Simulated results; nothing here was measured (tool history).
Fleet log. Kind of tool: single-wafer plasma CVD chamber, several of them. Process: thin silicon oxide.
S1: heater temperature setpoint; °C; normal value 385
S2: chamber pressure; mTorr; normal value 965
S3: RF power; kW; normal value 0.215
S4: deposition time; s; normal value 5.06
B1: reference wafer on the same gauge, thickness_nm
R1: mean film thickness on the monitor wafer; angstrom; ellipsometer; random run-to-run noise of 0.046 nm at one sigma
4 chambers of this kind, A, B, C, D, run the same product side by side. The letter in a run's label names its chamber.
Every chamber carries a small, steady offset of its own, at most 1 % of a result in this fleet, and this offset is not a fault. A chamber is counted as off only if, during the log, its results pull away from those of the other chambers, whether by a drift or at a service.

run	hour	S1	S2	S3	S4	B1	R1
1D	15.6	385	965	0.215	5.06	8.3248	96.215
2A	25.7	385	965	0.215	5.06	8.3270	94.034
3B	33.0	385	965	0.215	5.06	8.3285	96.136
4C	44.9	385	965	0.215	5.06	8.3290	95.116
5A	51.8	385	965	0.215	4.48	8.3340	84.671
6B	61.2	385	965	0.215	4.48	8.3443	84.294
7C	68.3	385	965	0.215	4.48	8.3377	83.356
8D	78.7	385	965	0.215	4.48	8.3242	84.378
9C	85.7	385	965	0.215	5.06	8.3309	95.539
10A	97.2	385	965	0.215	5.06	8.3295	95.578
11B	109.3	385	965	0.215	5.06	8.3333	94.494
12D	122.0	397	965	0.195	5.06	8.3316	90.635
13C	136.8	397	965	0.195	5.06	8.3274	89.784
14A	149.7	397	965	0.195	5.06	8.3233	89.616
15B	162.2	397	965	0.195	5.06	8.3228	89.606
16D	169.9	385	860	0.215	5.06	8.3249	86.428
# hour 175.0: chamber C: capacitance manometer re-zeroed and calibrated
17A	178.1	385	860	0.215	5.06	8.3302	86.144
18D	190.5	385	860	0.215	5.06	8.3333	86.237
# hour 193.7: chamber C: RF generator calibrated
# hour 194.9: chamber D: capacitance manometer re-zeroed and calibrated
19C	205.0	385	860	0.215	5.06	8.3422	90.854
20B	217.8	385	965	0.215	5.06	8.3228	94.832
# hour 219.9: chamber B: RF generator calibrated
21A	228.4	385	965	0.215	5.06	8.3316	94.651
22D	237.1	385	965	0.215	5.06	8.3229	95.626
23C	244.8	385	965	0.215	5.06	8.3331	99.462
24B	257.9	385	965	0.215	5.06	8.3366	94.794
# hour 258.4: chamber A: capacitance manometer re-zeroed and calibrated
# hour 263.6: chamber B: thermocouple changed; heater temperature recalibrated
25A	267.9	385	965	0.215	5.06	8.3316	95.427
26B	275.3	385	965	0.215	5.06	8.3329	95.560
27D	288.7	385	965	0.215	5.06	8.3436	94.815
28C	298.0	385	1157	0.215	4.45	8.3320	98.549
# hour 299.3: chamber A: thermocouple changed; heater temperature recalibrated
29A	305.4	385	1157	0.215	4.45	8.3306	94.217
30C	313.3	385	1157	0.215	4.45	8.3267	97.917

Next, every chamber runs the same settings. What will each give?
31A	324.4	385	965	0.235	5.06		?
31B	324.4	385	965	0.235	5.06		?
31C	324.4	385	965	0.235	5.06		?
31D	324.4	385	965	0.235	5.06		?

run	R1
31A	99.284
31B	98.812
31C	103.280
31D	99.649

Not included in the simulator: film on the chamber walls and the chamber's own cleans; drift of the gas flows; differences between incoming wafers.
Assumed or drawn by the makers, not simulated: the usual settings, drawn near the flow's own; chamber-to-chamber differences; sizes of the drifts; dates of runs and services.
